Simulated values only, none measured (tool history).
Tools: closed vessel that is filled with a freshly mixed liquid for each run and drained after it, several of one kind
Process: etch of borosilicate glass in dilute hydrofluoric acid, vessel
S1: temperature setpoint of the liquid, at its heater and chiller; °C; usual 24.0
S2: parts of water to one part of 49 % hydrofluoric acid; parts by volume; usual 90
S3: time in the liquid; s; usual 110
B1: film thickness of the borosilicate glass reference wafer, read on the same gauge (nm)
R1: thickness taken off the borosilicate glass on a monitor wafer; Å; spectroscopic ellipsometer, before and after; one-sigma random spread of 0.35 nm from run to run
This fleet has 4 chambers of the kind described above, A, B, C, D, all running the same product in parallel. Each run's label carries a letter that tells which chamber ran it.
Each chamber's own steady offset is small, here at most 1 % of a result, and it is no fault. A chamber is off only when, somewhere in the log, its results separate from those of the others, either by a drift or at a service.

Run 1C, hour 3.7: usual settings; B1 110.01. Result: R1 466.95 Å.
Run 2B, hour 8.9: usual settings; B1 109.97. Result: R1 467.93 Å.
Run 3A, hour 13.6: usual settings; B1 110.00. Result: R1 473.78 Å.
Run 4D, hour 16.3: usual settings; B1 109.98. Result: R1 472.56 Å.
Run 5D, hour 19.9: usual settings; B1 110.01. Result: R1 474.68 Å.
Run 6C, hour 24.9: usual settings; B1 109.99. Result: R1 466.34 Å.
Run 7B, hour 28.6: usual settings; B1 110.00. Result: R1 466.78 Å.
Run 8A, hour 31.7: usual settings; B1 109.97. Result: R1 476.35 Å.
Run 9A, hour 36.2: usual settings; B1 110.02. Result: R1 475.50 Å.
Run 10C, hour 39.1: usual settings; B1 109.99. Result: R1 469.67 Å.
Run 11D, hour 43.0: usual settings; B1 109.97. Result: R1 462.78 Å.
Run 12B, hour 45.9: usual settings; B1 109.98. Result: R1 475.31 Å.
Run 13B, hour 49.8: usual settings but S1 26.0 °C; B1 109.99. Result: R1 503.68 Å.
Run 14A, hour 54.1: usual settings but S1 26.0 °C; B1 110.01. Result: R1 507.53 Å.
Run 15C, hour 57.2: usual settings but S1 26.0 °C; B1 110.05. Result: R1 500.91 Å.
Run 16D, hour 60.2: usual settings but S1 26.0 °C; B1 109.99. Result: R1 514.84 Å.
Run 17B, hour 65.2: usual settings; B1 109.99. Result: R1 471.97 Å.
Run 18D, hour 69.8: usual settings; B1 110.02. Result: R1 463.53 Å.
Run 19C, hour 74.6: usual settings; B1 109.98. Result: R1 466.65 Å.
Run 20A, hour 78.8: usual settings; B1 110.00. Result: R1 461.85 Å.
Run 21D, hour 81.8: usual settings but S1 22.5 °C; B1 109.99. Result: R1 444.53 Å.
At hour 83.2: chamber B: thermometer replaced.
Run 22B, hour 85.2: usual settings but S1 22.5 °C; B1 110.01. Result: R1 435.73 Å.
Run 23A, hour 87.5: usual settings but S1 22.5 °C; B1 110.03. Result: R1 428.03 Å.
Run 24C, hour 91.0: usual settings but S1 22.5 °C; B1 109.98. Result: R1 440.29 Å.
Run 25C, hour 96.2: usual settings; B1 110.02. Result: R1 476.69 Å.
Run 26A, hour 100.1: usual settings; B1 110.00. Result: R1 452.96 Å.
Run 27D, hour 104.4: usual settings; B1 110.05. Result: R1 468.96 Å.
Run 28B, hour 107.4: usual settings but S1 28.5 °C; B1 110.05. Result: R1 568.86 Å.
Run 29B, hour 112.2: usual settings but S1 28.5 °C; B1 110.02. Result: R1 567.63 Å.
Run 30C, hour 114.9: usual settings but S1 28.5 °C; B1 110.00. Result: R1 562.06 Å.
Run 31D, hour 119.6: usual settings but S1 28.5 °C; B1 110.01. Result: R1 556.81 Å.
Run 32A, hour 123.6: usual settings; B1 110.01. Result: R1 435.18 Å.
Run 33A, hour 126.7: usual settings; B1 109.98. Result: R1 438.94 Å.
Run 34B, hour 131.9: usual settings; B1 110.03. Result: R1 466.42 Å.
Run 35D, hour 135.1: usual settings but S2 115 parts by volume, S3 65 s; B1 109.98. Result: R1 209.13 Å.
Run 36C, hour 139.9: usual settings but S2 115 parts by volume, S3 65 s; B1 110.01. Result: R1 213.03 Å.
Run 37D, hour 143.4: usual settings but S2 115 parts by volume, S3 65 s; B1 110.02. Result: R1 209.65 Å.
Run 38B, hour 146.1: usual settings but S2 115 parts by volume, S3 65 s; B1 110.03. Result: R1 211.25 Å.
Run 39A, hour 150.3: usual settings; B1 110.00. Result: R1 425.96 Å.

What goes on in this fleet: one chamber off, a drifting gauge, or nothing beyond the chambers' own small offsets? Name the chamber and the cause, if any.

It is chamber A that slowly wanders off from its peers.
Most likely cause: hydrofluoric acid flow below the setpoint (%) = 9.07.
With only this log, it may be confused with: liquid colder than its thermometer reads (K).

Below are 4 candidate recipes for chamber A's next run, each the usual settings with a change, their results shown as question marks. Which of them brings A's results back in line with what the other chambers give on the usual settings?
Counts as in line when no further than this from what the other chambers average on the usual settings: R1 12.00 Å
Run 40A-1, hour 154.1: usual settings but S1 25.0 °C. Result: R1 ?.
Run 40A-2, hour 154.1: usual settings but S2 85 parts by volume, S3 115 s. Result: R1 ?.
Run 40A-3, hour 154.1: usual settings but S1 23.0 °C. Result: R1 ?.
Run 40A-4, hour 154.1: usual settings but S1 21.5 °C. Result: R1 ?.

Usual-settings mean across the other chambers: R1 469.42 Å
  run      R1
40A-1  440.75
40A-2  472.07
40A-3  407.49
40A-4  383.76
With 40A-2, the chamber falls back in line with the rest.
